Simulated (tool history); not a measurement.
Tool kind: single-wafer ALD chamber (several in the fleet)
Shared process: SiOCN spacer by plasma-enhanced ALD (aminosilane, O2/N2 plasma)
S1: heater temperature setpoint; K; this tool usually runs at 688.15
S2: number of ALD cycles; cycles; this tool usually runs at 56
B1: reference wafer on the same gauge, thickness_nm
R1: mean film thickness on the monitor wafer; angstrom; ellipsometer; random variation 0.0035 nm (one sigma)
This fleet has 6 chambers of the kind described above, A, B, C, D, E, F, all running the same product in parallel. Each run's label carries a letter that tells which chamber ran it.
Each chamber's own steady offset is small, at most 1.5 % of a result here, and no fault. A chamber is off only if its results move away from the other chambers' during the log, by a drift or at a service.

{"run": "1C", "hour": 2.5, "S1": 688.15, "S2": 56, "B1": 3.4791, "R1": 32.138}
{"run": "2A", "hour": 6.9, "S1": 688.15, "S2": 56, "B1": 3.4793, "R1": 32.095}
{"run": "3D", "hour": 10.8, "S1": 688.15, "S2": 56, "B1": 3.4795, "R1": 32.196}
{"run": "4E", "hour": 13.9, "S1": 688.15, "S2": 56, "B1": 3.479, "R1": 32.626}
{"run": "5F", "hour": 17.5, "S1": 681.15, "S2": 65, "B1": 3.4781, "R1": 38.071}
{"run": "6B", "hour": 19.9, "S1": 681.15, "S2": 65, "B1": 3.4779, "R1": 38.123}
{"run": "7A", "hour": 22.1, "S1": 681.15, "S2": 65, "B1": 3.4785, "R1": 37.942}
{"run": "8F", "hour": 25.1, "S1": 681.15, "S2": 65, "B1": 3.4779, "R1": 38.028}
{"run": "9B", "hour": 27.5, "S1": 681.15, "S2": 65, "B1": 3.4773, "R1": 38.087}
{"run": "10E", "hour": 30.4, "S1": 681.15, "S2": 65, "B1": 3.4779, "R1": 38.661}
{"run": "11D", "hour": 33.1, "S1": 688.15, "S2": 56, "B1": 3.4764, "R1": 32.168}
{"run": "12C", "hour": 37.5, "S1": 688.15, "S2": 56, "B1": 3.4759, "R1": 32.124}
{"run": "13B", "hour": 42.0, "S1": 675.15, "S2": 56, "B1": 3.4763, "R1": 33.472}
{"run": "14A", "hour": 45.1, "S1": 675.15, "S2": 56, "B1": 3.4764, "R1": 33.326}
{"run": "15D", "hour": 48.8, "S1": 675.15, "S2": 56, "B1": 3.4758, "R1": 33.508}
{"run": "16F", "hour": 52.4, "S1": 675.15, "S2": 56, "B1": 3.4751, "R1": 33.378}
{"run": "17C", "hour": 56.3, "S1": 675.15, "S2": 56, "B1": 3.474, "R1": 33.441}
{"run": "18E", "hour": 61.0, "S1": 675.15, "S2": 56, "B1": 3.4742, "R1": 33.889}
{"run": "19A", "hour": 66.2, "S1": 688.15, "S2": 56, "B1": 3.473, "R1": 32.03}
{"run": "20E", "hour": 69.3, "S1": 688.15, "S2": 56, "B1": 3.4729, "R1": 32.562}
{"run": "21F", "hour": 72.5, "S1": 688.15, "S2": 56, "B1": 3.4723, "R1": 31.98}
{"run": "22B", "hour": 76.8, "S1": 688.15, "S2": 56, "B1": 3.4724, "R1": 32.162}
{"run": "23D", "hour": 81.4, "S1": 688.15, "S2": 56, "B1": 3.4722, "R1": 32.131}
{"run": "24C", "hour": 84.5, "S1": 688.15, "S2": 56, "B1": 3.4716, "R1": 32.047}
{"run": "25D", "hour": 88.7, "S1": 688.15, "S2": 56, "B1": 3.4713, "R1": 32.121}
{"run": "26A", "hour": 91.0, "S1": 688.15, "S2": 56, "B1": 3.4709, "R1": 32.062}
{"run": "27C", "hour": 94.2, "S1": 688.15, "S2": 56, "B1": 3.4704, "R1": 32.084}
{"run": "28E", "hour": 96.4, "S1": 688.15, "S2": 56, "B1": 3.4713, "R1": 32.593}
{"run": "29B", "hour": 100.8, "S1": 700.15, "S2": 63, "B1": 3.4688, "R1": 34.77}
{"run": "30F", "hour": 105.9, "S1": 700.15, "S2": 63, "B1": 3.4692, "R1": 34.664}
{"run": "31C", "hour": 110.8, "S1": 700.15, "S2": 63, "B1": 3.4685, "R1": 34.718}
{"run": "32E", "hour": 114.8, "S1": 700.15, "S2": 63, "B1": 3.468, "R1": 35.241}
{"run": "33B", "hour": 117.7, "S1": 700.15, "S2": 63, "B1": 3.468, "R1": 34.761}
{"run": "34A", "hour": 121.8, "S1": 700.15, "S2": 63, "B1": 3.4669, "R1": 34.503}
{"run": "35F", "hour": 124.2, "S1": 688.15, "S2": 56, "B1": 3.4676, "R1": 31.988}
{"run": "36D", "hour": 128.0, "S1": 688.15, "S2": 50, "B1": 3.4679, "R1": 28.658}
{"run": "37E", "hour": 130.6, "S1": 688.15, "S2": 50, "B1": 3.4672, "R1": 29.063}
{"run": "38A", "hour": 134.1, "S1": 688.15, "S2": 50, "B1": 3.4662, "R1": 28.524}
{"run": "39F", "hour": 138.1, "S1": 688.15, "S2": 50, "B1": 3.4657, "R1": 28.503}
{"run": "40B", "hour": 141.9, "S1": 688.15, "S2": 50, "B1": 3.4657, "R1": 28.566}
{"run": "41C", "hour": 145.6, "S1": 688.15, "S2": 50, "B1": 3.4655, "R1": 28.589}
{"run": "42D", "hour": 149.0, "S1": 688.15, "S2": 56, "B1": 3.4658, "R1": 32.071}
{"run": "43D", "hour": 153.8, "S1": 688.15, "S2": 56, "B1": 3.4643, "R1": 32.059}

Predict what each chamber gives when all 6 of them run the settings below next.
{"run": "44A", "hour": 157.5, "S1": 688.15, "S2": 56, "R1": "?"}
{"run": "44B", "hour": 157.5, "S1": 688.15, "S2": 56, "R1": "?"}
{"run": "44C", "hour": 157.5, "S1": 688.15, "S2": 56, "R1": "?"}
{"run": "44D", "hour": 157.5, "S1": 688.15, "S2": 56, "R1": "?"}
{"run": "44E", "hour": 157.5, "S1": 688.15, "S2": 56, "R1": "?"}
{"run": "44F", "hour": 157.5, "S1": 688.15, "S2": 56, "R1": "?"}

run=44A R1=31.916
run=44B R1=32.031
run=44C R1=32.060
run=44D R1=32.111
run=44E R1=32.502
run=44F R1=31.913
